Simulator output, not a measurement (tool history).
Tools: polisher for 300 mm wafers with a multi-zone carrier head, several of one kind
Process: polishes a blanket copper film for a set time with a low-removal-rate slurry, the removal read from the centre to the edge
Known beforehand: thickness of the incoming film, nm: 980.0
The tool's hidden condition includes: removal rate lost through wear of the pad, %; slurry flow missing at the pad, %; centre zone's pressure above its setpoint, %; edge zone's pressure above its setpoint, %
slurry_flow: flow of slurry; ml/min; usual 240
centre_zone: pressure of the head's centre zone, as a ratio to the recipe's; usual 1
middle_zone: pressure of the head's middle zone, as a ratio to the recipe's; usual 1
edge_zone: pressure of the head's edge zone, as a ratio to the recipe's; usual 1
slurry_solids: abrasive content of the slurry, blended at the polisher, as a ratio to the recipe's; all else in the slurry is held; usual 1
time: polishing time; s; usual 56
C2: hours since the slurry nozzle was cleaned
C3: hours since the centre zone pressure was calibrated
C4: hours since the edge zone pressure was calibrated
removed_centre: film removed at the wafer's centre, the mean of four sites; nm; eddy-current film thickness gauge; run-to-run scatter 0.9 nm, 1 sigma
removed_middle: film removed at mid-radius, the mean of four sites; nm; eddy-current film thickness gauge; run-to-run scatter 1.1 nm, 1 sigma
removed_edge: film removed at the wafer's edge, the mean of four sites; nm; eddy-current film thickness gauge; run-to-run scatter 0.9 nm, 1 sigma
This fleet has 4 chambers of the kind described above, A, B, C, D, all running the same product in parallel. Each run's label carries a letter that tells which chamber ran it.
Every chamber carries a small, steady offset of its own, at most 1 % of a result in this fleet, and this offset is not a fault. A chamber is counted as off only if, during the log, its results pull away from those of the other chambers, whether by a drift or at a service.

run 1C hour=5.7 | slurry_flow=240 centre_zone=1 middle_zone=1 edge_zone=1 slurry_solids=1 time=56 | wafers_polished_on_this_pad=837 C2=198.3 C3=119.5 C4=958.4 | removed_centre=93.481 removed_middle=93.729 removed_edge=95.032
run 2A hour=10.9 | slurry_flow=240 centre_zone=1 middle_zone=1 edge_zone=1 slurry_solids=1 time=56 | wafers_polished_on_this_pad=718 C2=73.9 C3=424.2 C4=683.9 | removed_centre=92.132 removed_middle=94.234 removed_edge=92.012
-- hour=13.6 chamber C: edge zone pressure recalibrated
run 3D hour=20 | slurry_flow=240 centre_zone=1 middle_zone=1 edge_zone=1 slurry_solids=1 time=56 | wafers_polished_on_this_pad=583 C2=364.2 C3=471.6 C4=1390.7 | removed_centre=91.183 removed_middle=94.692 removed_edge=91.886
run 4B hour=27.2 | slurry_flow=240 centre_zone=1 middle_zone=1 edge_zone=1 slurry_solids=1 time=56 | wafers_polished_on_this_pad=659 C2=326 C3=939.7 C4=579.6 | removed_centre=91.05 removed_middle=93.028 removed_edge=92.482
-- hour=29.3 chamber C: worn pad replaced by a new one
run 5B hour=36 | slurry_flow=240 centre_zone=1 middle_zone=1 edge_zone=1 slurry_solids=1.2 time=56 | wafers_polished_on_this_pad=772 C2=334.8 C3=948.5 C4=588.4 | removed_centre=95.854 removed_middle=97.276 removed_edge=94.462
run 6C hour=40.7 | slurry_flow=240 centre_zone=1 middle_zone=1 edge_zone=1 slurry_solids=1.2 time=56 | wafers_polished_on_this_pad=148 C2=233.3 C3=154.5 C4=27.1 | removed_centre=96.574 removed_middle=97.496 removed_edge=97.949
run 7D hour=47.3 | slurry_flow=240 centre_zone=1 middle_zone=1 edge_zone=1 slurry_solids=1.2 time=56 | wafers_polished_on_this_pad=935 C2=391.5 C3=498.9 C4=1418 | removed_centre=95.722 removed_middle=96.818 removed_edge=96.73
run 8A hour=51.8 | slurry_flow=240 centre_zone=1 middle_zone=1 edge_zone=1 slurry_solids=1.2 time=56 | wafers_polished_on_this_pad=1246 C2=114.8 C3=465.1 C4=724.8 | removed_centre=96.151 removed_middle=97.221 removed_edge=95.059
-- hour=53.2 chamber B: worn pad replaced by a new one
-- hour=56.7 chamber D: edge zone pressure recalibrated
run 9A hour=59.7 | slurry_flow=240 centre_zone=1 middle_zone=1 edge_zone=1 slurry_solids=1 time=56 | wafers_polished_on_this_pad=1348 C2=122.7 C3=473 C4=732.7 | removed_centre=91.348 removed_middle=92.262 removed_edge=91.091
-- hour=66.6 chamber D: worn pad replaced by a new one
run 10B hour=67 | slurry_flow=240 centre_zone=1 middle_zone=1 edge_zone=1 slurry_solids=1 time=56 | wafers_polished_on_this_pad=179 C2=365.8 C3=979.5 C4=619.4 | removed_centre=91.656 removed_middle=93.643 removed_edge=92
run 11D hour=73.6 | slurry_flow=240 centre_zone=1 middle_zone=1 edge_zone=1 slurry_solids=1 time=56 | wafers_polished_on_this_pad=90 C2=417.8 C3=525.2 C4=17 | removed_centre=92.197 removed_middle=92.096 removed_edge=90.144
run 12C hour=77.8 | slurry_flow=240 centre_zone=1 middle_zone=1 edge_zone=1 slurry_solids=1 time=56 | wafers_polished_on_this_pad=627 C2=270.4 C3=191.6 C4=64.2 | removed_centre=91.741 removed_middle=92.725 removed_edge=93.523
run 13D hour=86.9 | slurry_flow=240 centre_zone=1 middle_zone=1 edge_zone=1 slurry_solids=1 time=56 | wafers_polished_on_this_pad=262 C2=431.1 C3=538.5 C4=30.3 | removed_centre=92.323 removed_middle=91.307 removed_edge=91.055
run 14C hour=91.5 | slurry_flow=240 centre_zone=1 middle_zone=1 edge_zone=1 slurry_solids=1 time=56 | wafers_polished_on_this_pad=804 C2=284.1 C3=205.3 C4=77.9 | removed_centre=91.87 removed_middle=92.079 removed_edge=91.879
run 15B hour=97.1 | slurry_flow=240 centre_zone=1 middle_zone=1 edge_zone=1 slurry_solids=1 time=56 | wafers_polished_on_this_pad=568 C2=395.9 C3=1009.6 C4=649.5 | removed_centre=92.303 removed_middle=94.844 removed_edge=92.143
run 16A hour=102.6 | slurry_flow=240 centre_zone=1 middle_zone=1 edge_zone=1 slurry_solids=1 time=56 | wafers_polished_on_this_pad=1902 C2=165.6 C3=515.9 C4=775.6 | removed_centre=89.905 removed_middle=87.965 removed_edge=89.314
-- hour=110.2 chamber C: worn pad replaced by a new one
run 17C hour=111.3 | slurry_flow=240 centre_zone=1 middle_zone=1 edge_zone=1 slurry_solids=1 time=56 | wafers_polished_on_this_pad=15 C2=303.9 C3=225.1 C4=97.7 | removed_centre=91.371 removed_middle=92.938 removed_edge=95.01
run 18B hour=120.1 | slurry_flow=240 centre_zone=1 middle_zone=1 edge_zone=1 slurry_solids=1 time=56 | wafers_polished_on_this_pad=865 C2=418.9 C3=1032.6 C4=672.5 | removed_centre=92.383 removed_middle=93.207 removed_edge=90.822
-- hour=123.1 chamber B: centre zone pressure recalibrated
-- hour=124.3 chamber B: worn pad replaced by a new one
run 19A hour=126.9 | slurry_flow=240 centre_zone=1 middle_zone=1 edge_zone=0.9 slurry_solids=1.15 time=56 | wafers_polished_on_this_pad=2216 C2=189.9 C3=540.2 C4=799.9 | removed_centre=91.045 removed_middle=90.666 removed_edge=87.026
-- hour=129 chamber B: slurry nozzle cleaned
run 20D hour=135.8 | slurry_flow=240 centre_zone=1 middle_zone=1 edge_zone=0.9 slurry_solids=1.15 time=56 | wafers_polished_on_this_pad=894 C2=480 C3=587.4 C4=79.2 | removed_centre=93.978 removed_middle=92.196 removed_edge=90.904
run 21A hour=144.1 | slurry_flow=240 centre_zone=1 middle_zone=1 edge_zone=0.9 slurry_solids=1.15 time=56 | wafers_polished_on_this_pad=2438 C2=207.1 C3=557.4 C4=817.1 | removed_centre=89.939 removed_middle=89.53 removed_edge=83.187
run 22B hour=152.4 | slurry_flow=240 centre_zone=1 middle_zone=1 edge_zone=0.9 slurry_solids=1.15 time=56 | wafers_polished_on_this_pad=363 C2=23.4 C3=29.4 C4=704.8 | removed_centre=93.637 removed_middle=93.907 removed_edge=90.113
run 23D hour=157.4 | slurry_flow=240 centre_zone=1 middle_zone=1 edge_zone=1 slurry_solids=1 time=56 | wafers_polished_on_this_pad=1173 C2=501.6 C3=609 C4=100.8 | removed_centre=91.775 removed_middle=91.7 removed_edge=91.789
run 24C hour=163.2 | slurry_flow=240 centre_zone=1 middle_zone=1 edge_zone=1 slurry_solids=1 time=56 | wafers_polished_on_this_pad=685 C2=355.8 C3=277 C4=149.6 | removed_centre=92.177 removed_middle=94.215 removed_edge=94.392
run 25A hour=171.4 | slurry_flow=240 centre_zone=1 middle_zone=1 edge_zone=1 slurry_solids=1 time=56 | wafers_polished_on_this_pad=2791 C2=234.4 C3=584.7 C4=844.4 | removed_centre=82.213 removed_middle=82.59 removed_edge=82.842

Predict what each chamber gives when all 4 of them run the settings below next.
run 26A hour=178.1 | slurry_flow=240 centre_zone=1 middle_zone=1 edge_zone=1 slurry_solids=1 time=56 | removed_centre=? removed_middle=? removed_edge=?
run 26B hour=178.1 | slurry_flow=240 centre_zone=1 middle_zone=1 edge_zone=1 slurry_solids=1 time=56 | removed_centre=? removed_middle=? removed_edge=?
run 26C hour=178.1 | slurry_flow=240 centre_zone=1 middle_zone=1 edge_zone=1 slurry_solids=1 time=56 | removed_centre=? removed_middle=? removed_edge=?
run 26D hour=178.1 | slurry_flow=240 centre_zone=1 middle_zone=1 edge_zone=1 slurry_solids=1 time=56 | removed_centre=? removed_middle=? removed_edge=?

run=26A removed_centre=81.957 removed_middle=81.95 removed_edge=82.089
run=26B removed_centre=90.819 removed_middle=94.047 removed_edge=92.173
run=26C removed_centre=93.17 removed_middle=95.352 removed_edge=91.38
run=26D removed_centre=92.764 removed_middle=91.402 removed_edge=92.578

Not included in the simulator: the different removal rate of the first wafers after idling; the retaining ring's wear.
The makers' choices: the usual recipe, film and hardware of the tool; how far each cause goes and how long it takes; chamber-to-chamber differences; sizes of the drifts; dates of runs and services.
